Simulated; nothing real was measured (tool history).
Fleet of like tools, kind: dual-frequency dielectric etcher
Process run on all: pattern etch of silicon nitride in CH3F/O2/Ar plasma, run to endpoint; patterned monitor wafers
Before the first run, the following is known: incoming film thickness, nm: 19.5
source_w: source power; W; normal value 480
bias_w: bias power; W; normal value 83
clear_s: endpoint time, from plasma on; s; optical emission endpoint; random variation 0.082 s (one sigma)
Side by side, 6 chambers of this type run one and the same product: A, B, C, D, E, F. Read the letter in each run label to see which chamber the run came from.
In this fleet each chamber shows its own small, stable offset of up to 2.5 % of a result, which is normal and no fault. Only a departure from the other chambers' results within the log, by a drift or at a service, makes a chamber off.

At hour 2.8: chamber C: wet clean of the chamber.
Run 1C, hour 3.8: usual settings. Result: clear_s 25.087 s.
Run 2E, hour 7.1: usual settings. Result: clear_s 24.880 s.
Run 3F, hour 12.0: usual settings. Result: clear_s 25.038 s.
Run 4B, hour 15.4: usual settings. Result: clear_s 25.153 s.
Run 5A, hour 17.8: usual settings. Result: clear_s 25.170 s.
Run 6D, hour 21.8: usual settings. Result: clear_s 24.505 s.
Run 7F, hour 24.2: usual settings. Result: clear_s 25.063 s.
Run 8B, hour 28.3: usual settings. Result: clear_s 25.225 s.
Run 9A, hour 32.4: usual settings. Result: clear_s 25.121 s.
Run 10C, hour 36.8: usual settings. Result: clear_s 24.800 s.
Run 11E, hour 39.3: usual settings. Result: clear_s 24.747 s.
Run 12D, hour 43.8: usual settings. Result: clear_s 24.390 s.
Run 13F, hour 47.8: usual settings. Result: clear_s 25.225 s.
Run 14A, hour 51.1: usual settings. Result: clear_s 25.192 s.
Run 15C, hour 56.0: usual settings. Result: clear_s 25.018 s.
Run 16E, hour 60.5: usual settings. Result: clear_s 24.801 s.
Run 17B, hour 64.2: usual settings. Result: clear_s 25.195 s.
Run 18D, hour 67.5: usual settings. Result: clear_s 24.519 s.
At hour 69.9: chamber B: wet clean of the chamber.
Run 19D, hour 70.3: usual settings. Result: clear_s 24.543 s.
At hour 72.9: chamber E: source power generator calibrated.
Run 20C, hour 73.1: usual settings. Result: clear_s 24.866 s.
Run 21E, hour 76.3: usual settings. Result: clear_s 24.878 s.
Run 22F, hour 79.8: usual settings. Result: clear_s 25.045 s.
Run 23B, hour 83.3: usual settings. Result: clear_s 25.247 s.
Run 24A, hour 86.4: usual settings. Result: clear_s 25.059 s.
Run 25B, hour 89.3: usual settings. Result: clear_s 25.006 s.
Run 26A, hour 94.4: usual settings. Result: clear_s 25.136 s.
Run 27D, hour 97.9: usual settings. Result: clear_s 24.480 s.
Run 28C, hour 102.1: usual settings. Result: clear_s 24.975 s.
Run 29E, hour 106.3: usual settings. Result: clear_s 24.882 s.
Run 30F, hour 109.7: usual settings. Result: clear_s 25.072 s.
At hour 110.7: chamber E: wet clean of the chamber.
Run 31B, hour 113.4: usual settings. Result: clear_s 25.253 s.
Run 32F, hour 117.4: usual settings. Result: clear_s 25.045 s.
Run 33E, hour 122.4: usual settings. Result: clear_s 24.942 s.
Run 34C, hour 125.2: usual settings. Result: clear_s 24.914 s.
Run 35A, hour 130.1: usual settings but source_w 560 W, bias_w 72 W. Result: clear_s 24.872 s.
Run 36D, hour 134.5: usual settings but source_w 560 W, bias_w 72 W. Result: clear_s 24.242 s.

Next, every chamber runs the same settings. What will each give?
Run 37A, hour 138.2: usual settings but source_w 380 W. Result: clear_s ?.
Run 37B, hour 138.2: usual settings but source_w 380 W. Result: clear_s ?.
Run 37C, hour 138.2: usual settings but source_w 380 W. Result: clear_s ?.
Run 37D, hour 138.2: usual settings but source_w 380 W. Result: clear_s ?.
Run 37E, hour 138.2: usual settings but source_w 380 W. Result: clear_s ?.
Run 37F, hour 138.2: usual settings but source_w 380 W. Result: clear_s ?.

run  clear_s
37A   27.366
37B   27.523
37C   27.251
37D   26.804
37E   27.087
37F   27.263
